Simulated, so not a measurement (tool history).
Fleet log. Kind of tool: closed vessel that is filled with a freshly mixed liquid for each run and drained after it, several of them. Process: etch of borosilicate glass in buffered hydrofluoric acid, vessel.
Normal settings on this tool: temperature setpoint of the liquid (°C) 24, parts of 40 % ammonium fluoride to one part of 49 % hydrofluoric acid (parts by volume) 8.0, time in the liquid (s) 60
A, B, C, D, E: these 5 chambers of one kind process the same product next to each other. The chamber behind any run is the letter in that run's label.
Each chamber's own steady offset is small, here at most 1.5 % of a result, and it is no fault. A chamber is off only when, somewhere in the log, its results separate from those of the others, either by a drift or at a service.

run,hour,temperature setpoint of the liquid (°C),parts of 40 % ammonium fluoride to one part of 49 % hydrofluoric acid (parts by volume),time in the liquid (s),hours since the thermometer was replaced,hours since the hydrofluoric acid flow meter was replaced,"read-back film thickness of the borosilicate glass reference wafer, read on the same gauge (nm)",thickness taken off the borosilicate glass on a monitor wafer (angstrom)
1E,5.0,24,8.0,60,537.4,349.9,129.99,910.27
2C,9.2,24,8.0,60,808.1,157.6,129.98,897.81
3A,13.0,24,8.0,60,450.1,1433.4,130.01,904.91
4B,16.6,24,8.0,60,2040.8,570.3,129.99,911.30
5D,20.2,24,8.0,60,850.4,488.7,129.95,899.94
6C,24.8,24,8.0,60,823.7,173.2,130.00,910.60
7B,30.9,24,8.0,60,2055.1,584.6,129.99,917.19
8D,36.1,24,8.0,60,866.3,504.6,130.00,912.55
9E,41.8,24,8.0,60,574.2,386.7,130.00,914.00
10A,49.2,24,8.0,60,486.3,1469.6,130.00,900.76
11A,56.0,24,8.0,60,493.1,1476.4,129.98,888.46
12B,60.8,24,8.0,60,2085.0,614.5,129.96,914.32
13D,67.6,24,8.0,60,897.8,536.1,130.00,907.61
14C,74.9,24,8.0,60,873.8,223.3,129.96,897.36
15E,79.5,24,8.0,60,611.9,424.4,129.97,914.44
# hour 81.3: chamber C: thermometer replaced
16D,83.6,24,8.0,60,913.8,552.1,129.98,903.02
17B,87.6,24,8.0,60,2111.8,641.3,130.01,909.11
18E,92.7,24,8.0,60,625.1,437.6,129.97,915.73
19A,98.9,24,8.0,60,536.0,1519.3,129.96,908.55
20C,106.4,24,8.0,60,25.2,254.8,129.98,904.99
21C,113.4,24,8.0,60,32.2,261.8,130.01,913.44
22D,119.9,24,8.0,60,950.1,588.4,129.98,913.12
23A,123.9,24,8.0,60,561.0,1544.3,130.01,897.98
# hour 129.5: chamber A: thermometer replaced
24E,130.2,24,8.0,60,662.6,475.1,130.00,929.83
25B,134.9,24,5.5,75,2159.1,688.6,129.99,1636.40
26A,138.7,24,5.5,75,9.3,1559.1,130.02,1623.50
27C,144.2,24,5.5,75,63.0,292.6,129.96,1652.20
28B,150.0,24,5.5,75,2174.2,703.7,130.02,1639.00
29E,153.5,24,5.5,75,685.9,498.4,129.98,1656.50
30D,160.5,24,8.0,60,990.7,629.0,130.01,904.99
31D,164.9,24,8.0,60,995.1,633.4,129.96,905.45
32A,171.9,28,8.0,30,42.5,1592.3,130.03,560.04
33B,176.9,28,8.0,30,2201.1,730.6,130.00,566.64
34E,181.9,28,8.0,30,714.3,526.8,129.95,568.60
35C,185.6,28,8.0,30,104.4,334.0,130.00,558.03
36A,190.9,28,8.0,30,61.5,1611.3,130.02,560.60
37C,194.3,24,8.0,60,113.1,342.7,130.03,905.24
38E,200.4,24,8.0,60,732.8,545.3,130.00,915.76
39D,204.9,24,11.0,60,1035.1,673.4,130.02,672.73
40B,210.2,24,11.0,60,2234.4,763.9,130.01,679.77
41E,215.6,24,11.0,60,748.0,560.5,129.97,692.15
42C,219.3,24,11.0,60,138.1,367.7,130.00,681.25

The same settings go to every chamber for the next run, one line per chamber below. Forecast the results for each:
43A,224.6,24,6.5,60,,,,?
43B,224.6,24,6.5,60,,,,?
43C,224.6,24,6.5,60,,,,?
43D,224.6,24,6.5,60,,,,?
43E,224.6,24,6.5,60,,,,?

run,thickness taken off the borosilicate glass on a monitor wafer (angstrom)
43A,1121.20
43B,1144.10
43C,1112.60
43D,1133.50
43E,1138.70

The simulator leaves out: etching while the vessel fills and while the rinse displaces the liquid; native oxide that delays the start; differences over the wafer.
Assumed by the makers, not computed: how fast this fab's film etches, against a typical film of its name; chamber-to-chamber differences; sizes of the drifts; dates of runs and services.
